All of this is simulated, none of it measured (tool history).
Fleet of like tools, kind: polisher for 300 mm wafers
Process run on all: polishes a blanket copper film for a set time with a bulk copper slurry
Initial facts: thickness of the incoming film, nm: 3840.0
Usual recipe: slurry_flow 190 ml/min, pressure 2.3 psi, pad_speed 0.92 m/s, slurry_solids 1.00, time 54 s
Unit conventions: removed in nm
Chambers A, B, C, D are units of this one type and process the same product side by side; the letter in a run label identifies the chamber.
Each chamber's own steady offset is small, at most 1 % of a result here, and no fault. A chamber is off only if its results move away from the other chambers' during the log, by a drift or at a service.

run 1D day=0.304 | slurry_flow=190 pressure=2.3 pad_speed=0.92 slurry_solids=1.00 time=54 | removed=432.26
run 2C day=0.733 | slurry_flow=190 pressure=2.3 pad_speed=0.92 slurry_solids=1.00 time=54 | removed=421.95
-- day=1.021 chamber B: slurry nozzle cleaned
run 3A day=1.042 | slurry_flow=190 pressure=2.3 pad_speed=0.92 slurry_solids=1.00 time=54 | removed=417.47
run 4B day=1.338 | slurry_flow=190 pressure=2.3 pad_speed=0.92 slurry_solids=1.00 time=54 | removed=426.65
run 5A day=1.783 | slurry_flow=190 pressure=2.3 pad_speed=0.64 slurry_solids=1.00 time=54 | removed=293.58
run 6C day=2.092 | slurry_flow=190 pressure=2.3 pad_speed=0.64 slurry_solids=1.00 time=54 | removed=286.16
run 7D day=2.383 | slurry_flow=190 pressure=2.3 pad_speed=0.64 slurry_solids=1.00 time=54 | removed=298.42
-- day=2.529 chamber A: worn pad replaced by a new one
run 8B day=2.642 | slurry_flow=190 pressure=2.3 pad_speed=0.64 slurry_solids=1.00 time=54 | removed=295.18
run 9B day=2.996 | slurry_flow=190 pressure=2.3 pad_speed=0.92 slurry_solids=1.00 time=54 | removed=425.13
-- day=3.371 chamber D: worn pad replaced by a new one
run 10A day=3.421 | slurry_flow=190 pressure=2.3 pad_speed=0.92 slurry_solids=1.00 time=54 | removed=422.96
run 11D day=3.658 | slurry_flow=190 pressure=2.3 pad_speed=0.92 slurry_solids=1.00 time=54 | removed=421.08
-- day=3.683 chamber B: head pressure recalibrated
run 12C day=3.879 | slurry_flow=190 pressure=2.3 pad_speed=0.92 slurry_solids=1.00 time=54 | removed=417.79
-- day=4.104 chamber A: slurry blender recalibrated
run 13C day=4.238 | slurry_flow=190 pressure=2.3 pad_speed=0.92 slurry_solids=1.00 time=54 | removed=421.18
-- day=4.408 chamber D: slurry blender recalibrated
-- day=4.479 chamber B: worn pad replaced by a new one
run 14D day=4.504 | slurry_flow=190 pressure=2.3 pad_speed=0.92 slurry_solids=1.00 time=54 | removed=422.86
run 15A day=4.788 | slurry_flow=190 pressure=2.3 pad_speed=0.92 slurry_solids=1.00 time=54 | removed=422.18
run 16B day=5.038 | slurry_flow=190 pressure=2.3 pad_speed=0.92 slurry_solids=1.00 time=54 | removed=378.67
run 17A day=5.417 | slurry_flow=190 pressure=2.3 pad_speed=0.92 slurry_solids=1.00 time=54 | removed=417.12
run 18D day=5.671 | slurry_flow=190 pressure=2.3 pad_speed=0.92 slurry_solids=1.00 time=54 | removed=422.62
run 19B day=5.992 | slurry_flow=190 pressure=2.3 pad_speed=0.92 slurry_solids=1.00 time=54 | removed=379.89
-- day=6.358 chamber C: worn pad replaced by a new one
run 20C day=6.408 | slurry_flow=190 pressure=2.3 pad_speed=0.92 slurry_solids=1.00 time=54 | removed=424.15
run 21D day=6.825 | slurry_flow=190 pressure=2.3 pad_speed=0.92 slurry_solids=1.00 time=54 | removed=421.92
run 22B day=7.029 | slurry_flow=190 pressure=2.3 pad_speed=0.92 slurry_solids=1.00 time=54 | removed=370.51
run 23C day=7.346 | slurry_flow=190 pressure=2.3 pad_speed=0.92 slurry_solids=1.00 time=54 | removed=425.16
run 24A day=7.729 | slurry_flow=190 pressure=2.9 pad_speed=0.92 slurry_solids=0.85 time=54 | removed=510.57
run 25A day=8.025 | slurry_flow=190 pressure=2.9 pad_speed=0.92 slurry_solids=0.85 time=54 | removed=507.61
run 26C day=8.262 | slurry_flow=190 pressure=2.9 pad_speed=0.92 slurry_solids=0.85 time=54 | removed=511.53
run 27B day=8.546 | slurry_flow=190 pressure=2.9 pad_speed=0.92 slurry_solids=0.85 time=54 | removed=462.24
run 28D day=8.854 | slurry_flow=190 pressure=2.3 pad_speed=0.92 slurry_solids=1.00 time=54 | removed=428.13
-- day=8.946 chamber B: worn pad replaced by a new one
run 29C day=9.142 | slurry_flow=190 pressure=2.3 pad_speed=0.92 slurry_solids=1.00 time=54 | removed=412.95
run 30B day=9.479 | slurry_flow=190 pressure=2.3 pad_speed=0.92 slurry_solids=1.00 time=54 | removed=378.18
-- day=9.650 chamber D: worn pad replaced by a new one
run 31D day=9.721 | slurry_flow=190 pressure=2.3 pad_speed=0.92 slurry_solids=1.00 time=54 | removed=420.21

One chamber off, gauge drift, or nothing amiss beyond the chambers' own small offsets? If it is a chamber, which one, and what is the likeliest cause?

The work done on chamber B during a service left it standing apart from the others.
Most likely cause: head's pressure below its setpoint, % = 10.6.

Here are 4 candidates for chamber B's next run, each the usual settings with a change, their results left as question marks. Which one brings its results back in line with what the others give on the usual settings?
To be in line, a result may differ from the other chambers' mean on the usual settings by at most: removed 18.00 nm
run 32B-1 day=10.046 | slurry_flow=190 pressure=2.3 pad_speed=0.92 slurry_solids=1.00 time=60 | removed=?
run 32B-2 day=10.046 | slurry_flow=190 pressure=2.3 pad_speed=0.92 slurry_solids=1.00 time=44 | removed=?
run 32B-3 day=10.046 | slurry_flow=190 pressure=2.5 pad_speed=0.98 slurry_solids=1.00 time=58 | removed=?
run 32B-4 day=10.046 | slurry_flow=190 pressure=2.2 pad_speed=0.90 slurry_solids=1.00 time=52 | removed=?

On the usual settings, the other chambers give on average: removed 420.15 nm
run=32B-1 removed=420.52
run=32B-2 removed=308.38
run=32B-3 removed=470.35
run=32B-4 removed=341.10
Change 32B-1 lands the chamber within the allowed miss of the other chambers.

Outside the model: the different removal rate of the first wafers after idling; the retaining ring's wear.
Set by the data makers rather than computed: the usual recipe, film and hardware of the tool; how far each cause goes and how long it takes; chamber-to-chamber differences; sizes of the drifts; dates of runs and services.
